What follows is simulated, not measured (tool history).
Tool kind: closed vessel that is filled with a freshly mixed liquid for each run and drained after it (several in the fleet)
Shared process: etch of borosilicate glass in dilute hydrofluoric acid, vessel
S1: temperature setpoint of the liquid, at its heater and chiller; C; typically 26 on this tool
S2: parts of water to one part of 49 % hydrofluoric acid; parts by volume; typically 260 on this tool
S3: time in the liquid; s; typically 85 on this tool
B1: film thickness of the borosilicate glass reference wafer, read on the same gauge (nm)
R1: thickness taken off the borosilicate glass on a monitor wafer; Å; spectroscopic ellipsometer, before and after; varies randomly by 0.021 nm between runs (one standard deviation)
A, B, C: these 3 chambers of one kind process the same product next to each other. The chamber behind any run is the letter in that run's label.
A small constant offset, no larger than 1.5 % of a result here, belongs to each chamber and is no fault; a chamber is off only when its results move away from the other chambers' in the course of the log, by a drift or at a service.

| run | hour | S1 | S2 | S3 | B1 | R1 |
|---|---|---|---|---|---|---|
| 1A | 2.7 | 26 | 260 | 85 | 39.998 | 69.465 |
| 2B | 6 | 26 | 260 | 85 | 39.982 | 70.145 |
| 3C | 11 | 26 | 260 | 85 | 39.998 | 70.839 |
| 4C | 16.2 | 26 | 260 | 85 | 39.97 | 70.752 |
| 5B | 19.3 | 26 | 260 | 85 | 39.974 | 70.397 |
| 6A | 23 | 26 | 260 | 85 | 40.002 | 70.089 |
| 7B | 26.8 | 26 | 260 | 85 | 40.013 | 70.037 |
| 8A | 29.3 | 26 | 260 | 85 | 40.018 | 70.093 |
| 9C | 32.7 | 26 | 260 | 85 | 40.023 | 70.45 |
| 10C | 36.8 | 26 | 260 | 85 | 39.946 | 70.471 |
| 11B | 39.8 | 26 | 260 | 85 | 39.998 | 70.125 |
| 12A | 42.6 | 26 | 260 | 85 | 39.994 | 70.502 |
| 13C | 46 | 26 | 260 | 85 | 40 | 70.933 |
| 14A | 50.1 | 26 | 260 | 85 | 40.027 | 70.142 |
| 15B | 52.6 | 26 | 260 | 85 | 40.002 | 70.423 |
| 16B | 55.9 | 26 | 260 | 85 | 40.005 | 70.484 |
| 17C | 59.4 | 26 | 260 | 85 | 39.979 | 70.758 |
| 18A | 62.9 | 26 | 260 | 85 | 39.99 | 70.55 |
| 19C | 67.3 | 26 | 260 | 85 | 39.983 | 70.558 |
| 20B | 70.4 | 22 | 260 | 115 | 40.006 | 83.111 |
| 21A | 73 | 22 | 260 | 115 | 40 | 83.15 |
| 22A | 75.7 | 22 | 260 | 115 | 40.015 | 83.508 |
| 23B | 79.5 | 26 | 260 | 85 | 40.005 | 70.395 |
|  | 82 | chamber B: thermometer replaced |
| 24C | 84.5 | 26 | 260 | 45 | 39.979 | 37.337 |
| 25A | 89.7 | 26 | 260 | 45 | 39.991 | 37.805 |
| 26C | 94.5 | 26 | 260 | 45 | 40.018 | 37.266 |
| 27B | 97.9 | 26 | 260 | 85 | 39.99 | 70.437 |
| 28B | 101.6 | 26 | 260 | 85 | 40.015 | 70.719 |
| 29A | 106.7 | 26 | 260 | 85 | 39.989 | 71.662 |
| 30C | 111.5 | 26 | 260 | 85 | 39.983 | 70.949 |
| 31B | 113.8 | 26 | 260 | 45 | 40.008 | 37.378 |
| 32C | 117.5 | 26 | 260 | 45 | 40.01 | 37.451 |
| 33A | 121.8 | 26 | 260 | 45 | 40 | 38.083 |
| 34B | 126.9 | 26 | 260 | 85 | 40.008 | 69.867 |
| 35C | 131.8 | 26 | 310 | 85 | 39.994 | 56.215 |
| 36A | 134.4 | 26 | 310 | 85 | 39.982 | 57.691 |

Does one chamber stand apart from the rest, does the shared gauge drift, or is all well apart from small per-chamber offsets? Give the chamber and the most likely cause, where there is one.

Chamber A drifts away from the others.
What lies behind it: hydrofluoric acid flow above the setpoint (%) = 3.09.
The log may not separate it from: liquid hotter than its thermometer reads (K).

Which of the 4 candidates below, each the usual settings with something changed and its results left as question marks, puts chamber A back in line with what the other chambers give on the usual settings?
Allowed miss from the other chambers' usual-settings mean, per result, to count as in line: R1 0.74 Å
| 37A-1 | 138.2 | 26 | 255 | 85 |  | ? |
| 37A-2 | 138.2 | 26 | 270 | 85 |  | ? |
| 37A-3 | 138.2 | 26 | 265 | 85 |  | ? |
| 37A-4 | 138.2 | 26 | 250 | 85 |  | ? |

The mean the other chambers reach with the usual settings: R1 70.592 Å
| run | R1 |
|---|---|
| 37A-1 | 74.153 |
| 37A-2 | 68.897 |
| 37A-3 | 70.58 |
| 37A-4 | 76.058 |
37A-3 brings the chamber back in line.

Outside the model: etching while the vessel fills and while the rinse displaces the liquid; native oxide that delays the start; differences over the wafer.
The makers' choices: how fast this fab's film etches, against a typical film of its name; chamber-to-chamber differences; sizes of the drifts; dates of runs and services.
